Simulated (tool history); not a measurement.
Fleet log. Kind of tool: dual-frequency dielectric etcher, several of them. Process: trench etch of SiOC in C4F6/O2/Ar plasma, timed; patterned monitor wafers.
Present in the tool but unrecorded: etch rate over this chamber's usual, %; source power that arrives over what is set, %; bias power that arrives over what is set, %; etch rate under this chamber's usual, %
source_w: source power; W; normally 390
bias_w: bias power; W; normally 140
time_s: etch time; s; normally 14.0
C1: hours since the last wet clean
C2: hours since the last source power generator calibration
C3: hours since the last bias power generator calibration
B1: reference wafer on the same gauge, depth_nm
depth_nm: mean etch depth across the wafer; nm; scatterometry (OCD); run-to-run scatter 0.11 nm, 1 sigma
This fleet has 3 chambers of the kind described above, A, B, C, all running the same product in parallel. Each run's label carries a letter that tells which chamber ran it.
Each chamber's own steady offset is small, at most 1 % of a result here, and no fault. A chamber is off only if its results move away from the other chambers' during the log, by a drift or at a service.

Run 1B, hour 2.2: usual settings; C1 145.3; C2 657.5; C3 3056.6; B1 22.490. Result: depth_nm 26.718 nm.
Run 2A, hour 4.7: usual settings; C1 47.9; C2 1595.5; C3 1417.2; B1 22.475. Result: depth_nm 26.459 nm.
Run 3C, hour 8.0: usual settings; C1 167.9; C2 185.2; C3 361.5; B1 22.494. Result: depth_nm 26.408 nm.
Run 4B, hour 11.3: usual settings; C1 154.4; C2 666.6; C3 3065.7; B1 22.504. Result: depth_nm 26.529 nm.
Run 5C, hour 13.4: usual settings; C1 173.3; C2 190.6; C3 366.9; B1 22.469. Result: depth_nm 26.470 nm.
Run 6A, hour 15.4: usual settings; C1 58.6; C2 1606.2; C3 1427.9; B1 22.491. Result: depth_nm 26.608 nm.
Run 7A, hour 18.1: usual settings but source_w 480 W; C1 61.3; C2 1608.9; C3 1430.6; B1 22.512. Result: depth_nm 28.817 nm.
Run 8C, hour 21.2: usual settings but source_w 480 W; C1 181.1; C2 198.4; C3 374.7; B1 22.535. Result: depth_nm 28.621 nm.
Run 9B, hour 25.1: usual settings but source_w 480 W; C1 168.2; C2 680.4; C3 3079.5; B1 22.497. Result: depth_nm 29.004 nm.
Run 10C, hour 27.7: usual settings but time_s 15.5 s; C1 187.6; C2 204.9; C3 381.2; B1 22.489. Result: depth_nm 29.151 nm.
Run 11A, hour 30.0: usual settings but time_s 15.5 s; C1 73.2; C2 1620.8; C3 1442.5; B1 22.484. Result: depth_nm 29.446 nm.
Run 12B, hour 32.0: usual settings but time_s 15.5 s; C1 175.1; C2 687.3; C3 3086.4; B1 22.508. Result: depth_nm 29.901 nm.
Run 13B, hour 35.5: usual settings; C1 178.6; C2 690.8; C3 3089.9; B1 22.514. Result: depth_nm 26.370 nm.
Run 14A, hour 38.5: usual settings; C1 81.7; C2 1629.3; C3 1451.0; B1 22.500. Result: depth_nm 26.678 nm.
Run 15C, hour 40.7: usual settings; C1 200.6; C2 217.9; C3 394.2; B1 22.499. Result: depth_nm 26.430 nm.
Run 16C, hour 44.6: usual settings; C1 204.5; C2 221.8; C3 398.1; B1 22.511. Result: depth_nm 26.437 nm.
Run 17B, hour 46.7: usual settings; C1 189.8; C2 702.0; C3 3101.1; B1 22.487. Result: depth_nm 26.708 nm.
Run 18A, hour 50.4: usual settings but source_w 470 W, time_s 16.5 s; C1 93.6; C2 1641.2; C3 1462.9; B1 22.471. Result: depth_nm 33.894 nm.
Run 19C, hour 54.2: usual settings but source_w 470 W, time_s 16.5 s; C1 214.1; C2 231.4; C3 407.7; B1 22.511. Result: depth_nm 33.775 nm.
Run 20A, hour 56.1: usual settings but source_w 470 W, time_s 16.5 s; C1 99.3; C2 1646.9; C3 1468.6; B1 22.496. Result: depth_nm 33.821 nm.
Run 21B, hour 59.2: usual settings; C1 202.3; C2 714.5; C3 3113.6; B1 22.488. Result: depth_nm 26.299 nm.
Run 22A, hour 62.5: usual settings; C1 105.7; C2 1653.3; C3 1475.0; B1 22.493. Result: depth_nm 26.615 nm.
Run 23B, hour 66.6: usual settings; C1 209.7; C2 721.9; C3 3121.0; B1 22.500. Result: depth_nm 26.353 nm.
Run 24C, hour 70.1: usual settings; C1 230.0; C2 247.3; C3 423.6; B1 22.484. Result: depth_nm 26.692 nm.
Run 25A, hour 73.9: usual settings; C1 117.1; C2 1664.7; C3 1486.4; B1 22.476. Result: depth_nm 26.614 nm.
Run 26C, hour 76.7: usual settings; C1 236.6; C2 253.9; C3 430.2; B1 22.484. Result: depth_nm 26.500 nm.
Run 27B, hour 79.5: usual settings; C1 222.6; C2 734.8; C3 3133.9; B1 22.533. Result: depth_nm 25.962 nm.
Run 28B, hour 81.7: usual settings but source_w 290 W, bias_w 128 W; C1 224.8; C2 737.0; C3 3136.1; B1 22.500. Result: depth_nm 22.726 nm.
Run 29A, hour 85.6: usual settings but source_w 290 W, bias_w 128 W; C1 128.8; C2 1676.4; C3 1498.1; B1 22.529. Result: depth_nm 22.994 nm.
Run 30C, hour 88.0: usual settings but source_w 290 W, bias_w 128 W; C1 247.9; C2 265.2; C3 441.5; B1 22.479. Result: depth_nm 22.887 nm.
Run 31B, hour 90.9: usual settings; C1 234.0; C2 746.2; C3 3145.3; B1 22.474. Result: depth_nm 25.987 nm.
Run 32A, hour 93.3: usual settings but bias_w 172 W, time_s 11.0 s; C1 136.5; C2 1684.1; C3 1505.8; B1 22.523. Result: depth_nm 22.329 nm.
Run 33C, hour 95.4: usual settings but bias_w 172 W, time_s 11.0 s; C1 255.3; C2 272.6; C3 448.9; B1 22.514. Result: depth_nm 22.147 nm.
Run 34C, hour 97.6: usual settings but bias_w 172 W, time_s 11.0 s; C1 257.5; C2 274.8; C3 451.1; B1 22.497. Result: depth_nm 22.158 nm.

Predict what each chamber gives when all 3 of them run the settings below next.
Run 35A, hour 100.6: usual settings. Result: depth_nm ?.
Run 35B, hour 100.6: usual settings. Result: depth_nm ?.
Run 35C, hour 100.6: usual settings. Result: depth_nm ?.

run  depth_nm
35A    26.786
35B    25.984
35C    26.540
